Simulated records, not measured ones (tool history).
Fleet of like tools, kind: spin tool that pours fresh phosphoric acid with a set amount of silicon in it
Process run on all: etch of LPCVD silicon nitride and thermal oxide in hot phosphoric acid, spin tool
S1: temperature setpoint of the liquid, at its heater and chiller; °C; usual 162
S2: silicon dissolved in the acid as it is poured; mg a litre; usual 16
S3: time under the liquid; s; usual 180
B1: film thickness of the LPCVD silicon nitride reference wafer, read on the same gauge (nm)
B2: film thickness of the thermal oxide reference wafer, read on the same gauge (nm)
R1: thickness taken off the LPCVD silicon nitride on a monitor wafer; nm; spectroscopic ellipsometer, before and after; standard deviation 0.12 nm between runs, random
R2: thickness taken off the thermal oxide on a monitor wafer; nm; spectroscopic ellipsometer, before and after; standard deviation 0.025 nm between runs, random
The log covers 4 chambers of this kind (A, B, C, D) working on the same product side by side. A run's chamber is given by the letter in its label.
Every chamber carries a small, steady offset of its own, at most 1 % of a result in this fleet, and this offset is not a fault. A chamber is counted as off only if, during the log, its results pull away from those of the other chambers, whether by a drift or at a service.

| run | hour | S1 | S2 | S3 | B1 | B2 | R1 | R2 |
|---|---|---|---|---|---|---|---|---|
| 1B | 10.8 | 162 | 16 | 180 | 49.999 | 129.99 | 15.787 | 0.43134 |
| 2A | 19.1 | 162 | 16 | 180 | 50 | 130 | 16.205 | 0.46236 |
| 3D | 31.3 | 162 | 16 | 180 | 49.991 | 130.01 | 16.32 | 0.39924 |
| 4C | 39.3 | 162 | 16 | 180 | 49.983 | 129.99 | 16.425 | 0.42873 |
| 5B | 46.2 | 162 | 16 | 240 | 49.986 | 130.01 | 21.554 | 0.58111 |
| 6C | 54.7 | 162 | 16 | 240 | 49.983 | 130 | 21.837 | 0.51177 |
| 7D | 67.7 | 162 | 16 | 240 | 49.981 | 130.01 | 21.382 | 0.59907 |
| 8A | 79.2 | 162 | 16 | 240 | 50.015 | 129.98 | 21.214 | 0.56136 |
| 9B | 89.5 | 163.5 | 16 | 180 | 49.995 | 130.01 | 16.758 | 0.49087 |
|  | 95 | chamber A: thermometer replaced |
| 10A | 97 | 163.5 | 16 | 180 | 50.002 | 130.01 | 16.903 | 0.44415 |
| 11C | 110.3 | 163.5 | 16 | 180 | 49.966 | 130.01 | 17.2 | 0.49228 |
| 12D | 125.6 | 163.5 | 16 | 180 | 49.994 | 130 | 16.902 | 0.48014 |
| 13B | 139.2 | 162 | 16 | 180 | 49.965 | 130 | 15.958 | 0.38574 |
| 14A | 150.5 | 162 | 16 | 180 | 50.007 | 130.01 | 15.782 | 0.40103 |
| 15D | 162.4 | 160 | 16 | 75 | 49.985 | 130 | 6.25 | 0.15021 |
| 16C | 172.3 | 160 | 16 | 75 | 49.989 | 130.01 | 6.3158 | 0.14008 |
| 17A | 188.4 | 160 | 16 | 75 | 50.003 | 129.99 | 6.0935 | 0.14467 |
| 18C | 199.2 | 160 | 16 | 75 | 49.985 | 130 | 6.3323 | 0.16776 |
|  | 203.4 | chamber C: thermometer replaced |
| 19D | 206.3 | 162 | 16 | 180 | 49.973 | 129.99 | 16.047 | 0.42468 |
| 20B | 215.8 | 162 | 16 | 180 | 49.986 | 130.01 | 16.055 | 0.45867 |
| 21D | 223.8 | 162 | 16 | 180 | 49.977 | 129.99 | 16.207 | 0.42937 |
| 22C | 234.5 | 162 | 16 | 180 | 50.047 | 130 | 16.139 | 0.44351 |
|  | 240.1 | chamber A: dissolved silicon flow meter replaced |
| 23B | 248.3 | 162 | 16 | 180 | 50.005 | 130 | 16.189 | 0.43063 |
| 24A | 259.4 | 162 | 16 | 180 | 49.972 | 129.98 | 15.744 | 0.41074 |
| 25B | 269.3 | 162 | 12 | 85 | 50.014 | 130 | 7.5875 | 0.22537 |
| 26A | 281.3 | 162 | 12 | 85 | 49.983 | 130.01 | 7.2092 | 0.2131 |
| 27D | 293.5 | 162 | 12 | 85 | 49.985 | 130.01 | 7.5682 | 0.25146 |
| 28C | 304.6 | 162 | 12 | 85 | 49.991 | 130.01 | 7.7037 | 0.23131 |
| 29B | 312.2 | 162 | 16 | 180 | 49.987 | 129.99 | 15.888 | 0.44541 |
| 30C | 328.1 | 162 | 16 | 180 | 49.992 | 130.01 | 16.264 | 0.41623 |
| 31D | 339.1 | 162 | 16 | 180 | 49.999 | 130.01 | 16.319 | 0.4581 |
| 32A | 350.5 | 162 | 16 | 180 | 50.016 | 130 | 14.993 | 0.3568 |
| 33B | 357.6 | 162 | 16 | 180 | 49.994 | 129.99 | 15.825 | 0.41963 |
| 34C | 367.4 | 162 | 16 | 180 | 50.025 | 130 | 16.309 | 0.46057 |
| 35D | 378.5 | 163 | 16 | 95 | 50.018 | 129.99 | 8.7753 | 0.2582 |
| 36A | 390.5 | 163 | 16 | 95 | 49.991 | 130 | 8.2348 | 0.18767 |
| 37D | 398.1 | 163 | 16 | 95 | 49.962 | 129.99 | 8.8674 | 0.21957 |
| 38B | 413.2 | 163 | 16 | 95 | 50.004 | 130 | 8.7012 | 0.25547 |
| 39C | 422 | 162 | 16 | 180 | 49.985 | 130.01 | 16.203 | 0.38028 |

Read the log: is a single chamber off, either drifting away or since a service, is the gauge that measures every chamber drifting, or is nothing wrong beyond small per-chamber offsets? Name any odd chamber and what most likely caused it.

Little by little, chamber A moves away from the other chambers.
Likeliest cause: temperature lost on the way to the wafer (K) = 2.26.

Below are 4 candidate recipes for chamber A's next run, each the usual settings with a change, their results shown as question marks. Which of them brings A's results back in line with what the other chambers give on the usual settings?
In line means no further than this from the other chambers' mean on the usual settings: R1 0.43 nm; R2 0.088 nm
| 40A-1 | 433.5 | 161.5 | 18.5 | 170 |  |  | ? | ? |
| 40A-2 | 433.5 | 162 | 17 | 175 |  |  | ? | ? |
| 40A-3 | 433.5 | 162 | 15 | 185 |  |  | ? | ? |
| 40A-4 | 433.5 | 162.5 | 13.5 | 190 |  |  | ? | ? |

Mean of the other chambers on the usual settings: R1 16.119 nm; R2 0.42566 nm
| run | R1 | R2 |
|---|---|---|
| 40A-1 | 13.927 | 0.30903 |
| 40A-2 | 14.58 | 0.34373 |
| 40A-3 | 15.413 | 0.38249 |
| 40A-4 | 16.098 | 0.42295 |
It is 40A-4 that realigns the chamber with its peers.
